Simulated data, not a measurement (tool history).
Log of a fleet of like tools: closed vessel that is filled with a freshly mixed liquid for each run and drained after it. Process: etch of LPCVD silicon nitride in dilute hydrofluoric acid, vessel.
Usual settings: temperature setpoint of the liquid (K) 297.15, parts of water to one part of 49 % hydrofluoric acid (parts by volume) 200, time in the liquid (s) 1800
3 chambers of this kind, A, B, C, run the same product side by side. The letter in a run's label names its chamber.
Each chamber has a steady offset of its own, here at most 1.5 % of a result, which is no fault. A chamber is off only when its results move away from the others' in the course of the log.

run	hour	temperature setpoint of the liquid (K)	parts of water to one part of 49 % hydrofluoric acid (parts by volume)	time in the liquid (s)	read-back film thickness of the LPCVD silicon nitride reference wafer, read on the same gauge (nm)	thickness taken off the LPCVD silicon nitride on a monitor wafer (nm)
1A	7.3	297.15	200	1800	90.013	4.436
2B	19.2	297.15	200	1800	90.046	4.451
3C	25.3	297.15	200	1800	90.019	4.488
4B	33	297.15	200	1800	90.005	4.4586
5C	43.3	297.15	200	1800	89.983	4.5129
6A	55.1	297.15	200	1800	89.975	4.5295
7C	67.2	297.15	200	1800	90.024	4.5121
8B	77.8	300.15	200	1305	89.97	3.932
9A	86.2	300.15	200	1305	89.975	3.9773
10A	93.3	300.15	200	1305	89.994	4.0537
11B	100.1	297.15	200	1800	90.057	4.4827
12C	107	297.15	200	1800	89.981	4.4155
13A	114.8	297.15	200	1800	89.995	4.6615
14B	125.6	297.15	200	1800	89.993	4.4904
15C	135	297.15	200	1800	90.001	4.4854
16C	141	297.15	200	1800	90.036	4.486
17B	147.7	297.15	200	1800	89.985	4.4779
18A	153.7	297.15	200	1800	90.034	4.6441
19C	159.7	297.15	200	1800	90.017	4.4678
# hour 166: chamber B: thermometer replaced
20B	166.4	297.15	140	1800	89.99	6.423
21A	177.3	297.15	140	1800	89.971	6.7779
22B	187.5	297.15	140	1800	89.964	6.3987
23A	193.2	297.15	200	1800	89.993	4.7071
24C	202.1	297.15	200	1800	90.009	4.4121
25A	208.7	297.15	200	1800	89.945	4.7246
26B	216.4	297.15	200	1800	90.007	4.5083

Is one chamber off against the others, does the gauge drift, or is nothing wrong? If a chamber is off, say which, and what the likeliest cause is.

Chamber A drifts away from the others.
Cause: hydrofluoric acid flow above the setpoint (%) = 8.46.
The log may not tell that from: liquid hotter than its thermometer reads (K).

Here are 4 candidates for chamber A's next run, each the usual settings with a change, their results left as question marks. Which one brings its results back in line with what the others give on the usual settings?
In line means no further than this from the other chambers' mean on the usual settings: thickness taken off the LPCVD silicon nitride on a monitor wafer (nm) 0.15
27A-1	225.4	297.15	200	1665		?
27A-2	225.4	297.15	200	1815		?
27A-3	225.4	297.15	195	1880		?
27A-4	225.4	297.15	205	1800		?

The other chambers' mean on the usual settings: thickness taken off the LPCVD silicon nitride on a monitor wafer (nm) 4.4741
run	thickness taken off the LPCVD silicon nitride on a monitor wafer (nm)
27A-1	4.4572
27A-2	4.8588
27A-3	5.1586
27A-4	4.7039
27A-1 brings the chamber back in line.
